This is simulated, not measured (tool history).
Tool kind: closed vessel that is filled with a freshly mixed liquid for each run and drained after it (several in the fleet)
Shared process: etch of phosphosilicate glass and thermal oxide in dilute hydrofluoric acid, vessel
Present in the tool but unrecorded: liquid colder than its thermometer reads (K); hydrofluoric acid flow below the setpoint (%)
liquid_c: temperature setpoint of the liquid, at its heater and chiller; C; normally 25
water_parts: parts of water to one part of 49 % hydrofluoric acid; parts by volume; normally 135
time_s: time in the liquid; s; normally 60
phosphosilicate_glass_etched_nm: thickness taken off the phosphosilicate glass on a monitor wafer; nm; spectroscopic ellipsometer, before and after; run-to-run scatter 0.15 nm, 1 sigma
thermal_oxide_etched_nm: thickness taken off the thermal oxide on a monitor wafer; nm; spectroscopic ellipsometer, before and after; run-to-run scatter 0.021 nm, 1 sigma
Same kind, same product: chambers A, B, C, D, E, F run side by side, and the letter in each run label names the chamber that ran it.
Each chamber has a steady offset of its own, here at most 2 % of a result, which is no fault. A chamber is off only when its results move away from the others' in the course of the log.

| run | hour | liquid_c | water_parts | time_s | hours since the thermometer was replaced | hours since the hydrofluoric acid flow meter was replaced | read-back film thickness of the phosphosilicate glass reference wafer, read on the same gauge (nm) | read-back film thickness of the thermal oxide reference wafer, read on the same gauge (nm) | phosphosilicate_glass_etched_nm | thermal_oxide_etched_nm |
|---|---|---|---|---|---|---|---|---|---|---|
| 1E | 9.1 | 25 | 135 | 60 | 997.6 | 397.9 | 120.01 | 50.031 | 32.925 | 2.2408 |
|  | 9.3 | chamber E: hydrofluoric acid flow meter replaced |
| 2C | 22.0 | 25 | 135 | 60 | 1545.9 | 102.8 | 120.00 | 50.010 | 33.333 | 2.2214 |
| 3D | 34.0 | 25 | 135 | 60 | 192.9 | 1764.1 | 119.98 | 49.985 | 32.916 | 2.2797 |
| 4F | 45.1 | 25 | 135 | 60 | 631.7 | 612.2 | 119.99 | 49.958 | 33.247 | 2.2018 |
| 5A | 57.1 | 25 | 135 | 60 | 158.9 | 1868.6 | 120.00 | 50.012 | 32.645 | 2.2513 |
| 6B | 65.5 | 25 | 135 | 60 | 266.4 | 183.5 | 120.01 | 49.957 | 32.909 | 2.2362 |
| 7D | 75.2 | 25 | 135 | 60 | 234.1 | 1805.3 | 120.00 | 49.967 | 32.836 | 2.2316 |
| 8C | 83.1 | 25 | 80 | 60 | 1607.0 | 163.9 | 120.00 | 50.001 | 59.713 | 4.0251 |
| 9E | 93.8 | 25 | 80 | 60 | 1082.3 | 84.5 | 119.98 | 49.986 | 59.249 | 4.0138 |
| 10A | 105.3 | 25 | 80 | 60 | 207.1 | 1916.8 | 119.99 | 50.018 | 59.829 | 3.9838 |
| 11F | 113.4 | 25 | 80 | 60 | 700.0 | 680.5 | 120.02 | 49.973 | 61.009 | 4.0316 |
| 12B | 127.2 | 25 | 80 | 60 | 328.1 | 245.2 | 120.00 | 50.016 | 59.659 | 4.0234 |
| 13D | 140.4 | 25 | 80 | 60 | 299.3 | 1870.5 | 119.97 | 49.950 | 59.153 | 4.0287 |
| 14F | 150.0 | 25 | 135 | 60 | 736.6 | 717.1 | 120.00 | 50.002 | 33.185 | 2.2063 |
| 15A | 159.6 | 29 | 135 | 45 | 261.4 | 1971.1 | 120.00 | 50.021 | 28.814 | 1.9288 |
| 16B | 170.5 | 29 | 135 | 45 | 371.4 | 288.5 | 120.01 | 50.003 | 28.696 | 1.9354 |
|  | 172.3 | chamber A: hydrofluoric acid flow meter replaced |
| 17C | 181.0 | 29 | 135 | 45 | 1704.9 | 261.8 | 120.01 | 49.934 | 29.060 | 1.9353 |
| 18E | 187.7 | 29 | 135 | 45 | 1176.2 | 178.4 | 120.01 | 50.001 | 28.843 | 1.9399 |
| 19D | 201.4 | 29 | 135 | 45 | 360.3 | 1931.5 | 119.98 | 50.002 | 28.692 | 1.9378 |
| 20C | 208.7 | 29 | 135 | 45 | 1732.6 | 289.5 | 120.02 | 50.041 | 29.184 | 1.9847 |
| 21A | 221.1 | 25 | 135 | 60 | 322.9 | 48.8 | 119.99 | 49.979 | 32.955 | 2.2335 |
| 22F | 231.4 | 22 | 135 | 45 | 818.0 | 798.5 | 119.99 | 49.975 | 22.321 | 1.4609 |
| 23B | 241.7 | 22 | 135 | 45 | 442.6 | 359.7 | 120.02 | 50.015 | 21.994 | 1.5037 |
| 24E | 247.7 | 22 | 135 | 45 | 1236.2 | 238.4 | 120.01 | 50.039 | 22.013 | 1.4871 |
| 25A | 256.7 | 22 | 135 | 45 | 358.5 | 84.4 | 120.02 | 50.014 | 21.958 | 1.4758 |
| 26F | 265.3 | 22 | 135 | 45 | 851.9 | 832.4 | 120.00 | 50.020 | 22.401 | 1.4584 |
| 27E | 272.3 | 22 | 135 | 45 | 1260.8 | 263.0 | 119.99 | 50.024 | 22.096 | 1.5034 |
| 28D | 285.1 | 25 | 135 | 60 | 444.0 | 2015.2 | 120.00 | 49.977 | 33.007 | 2.2339 |
|  | 286.5 | chamber D: hydrofluoric acid flow meter replaced |
| 29B | 291.3 | 29 | 135 | 60 | 492.2 | 409.3 | 120.01 | 50.020 | 38.291 | 2.6016 |
| 30C | 300.5 | 29 | 135 | 60 | 1824.4 | 381.3 | 120.01 | 49.999 | 39.136 | 2.5869 |
| 31F | 314.0 | 29 | 135 | 60 | 900.6 | 881.1 | 119.99 | 49.998 | 38.691 | 2.5430 |
| 32D | 322.6 | 29 | 135 | 60 | 481.5 | 36.1 | 120.02 | 50.021 | 38.350 | 2.6163 |
| 33A | 335.9 | 29 | 135 | 60 | 437.7 | 163.6 | 120.00 | 49.950 | 38.563 | 2.5920 |
| 34B | 347.8 | 29 | 135 | 60 | 548.7 | 465.8 | 120.00 | 49.980 | 37.986 | 2.5855 |
|  | 353.6 | chamber B: hydrofluoric acid flow meter replaced |
| 35E | 354.6 | 25 | 135 | 60 | 1343.1 | 345.3 | 120.00 | 50.006 | 33.196 | 2.2350 |
| 36C | 366.5 | 25 | 135 | 60 | 1890.4 | 447.3 | 120.00 | 50.010 | 33.349 | 2.2387 |
| 37F | 373.8 | 25 | 135 | 60 | 960.4 | 940.9 | 120.01 | 49.999 | 33.485 | 2.2073 |
| 38B | 384.9 | 25 | 135 | 60 | 585.8 | 31.3 | 120.00 | 50.004 | 32.674 | 2.2222 |
| 39C | 395.2 | 25 | 135 | 60 | 1919.1 | 476.0 | 120.01 | 50.016 | 33.436 | 2.2316 |

All 6 chambers run these settings next. Forecast each chamber's results:
| 40A | 405.1 | 25 | 135 | 60 |  |  |  |  | ? | ? |
| 40B | 405.1 | 25 | 135 | 60 |  |  |  |  | ? | ? |
| 40C | 405.1 | 25 | 135 | 60 |  |  |  |  | ? | ? |
| 40D | 405.1 | 25 | 135 | 60 |  |  |  |  | ? | ? |
| 40E | 405.1 | 25 | 135 | 60 |  |  |  |  | ? | ? |
| 40F | 405.1 | 25 | 135 | 60 |  |  |  |  | ? | ? |

| run | phosphosilicate_glass_etched_nm | thermal_oxide_etched_nm |
|---|---|---|
| 40A | 32.986 | 2.2076 |
| 40B | 32.895 | 2.2356 |
| 40C | 33.208 | 2.2498 |
| 40D | 33.101 | 2.2513 |
| 40E | 33.155 | 2.2135 |
| 40F | 33.453 | 2.1995 |
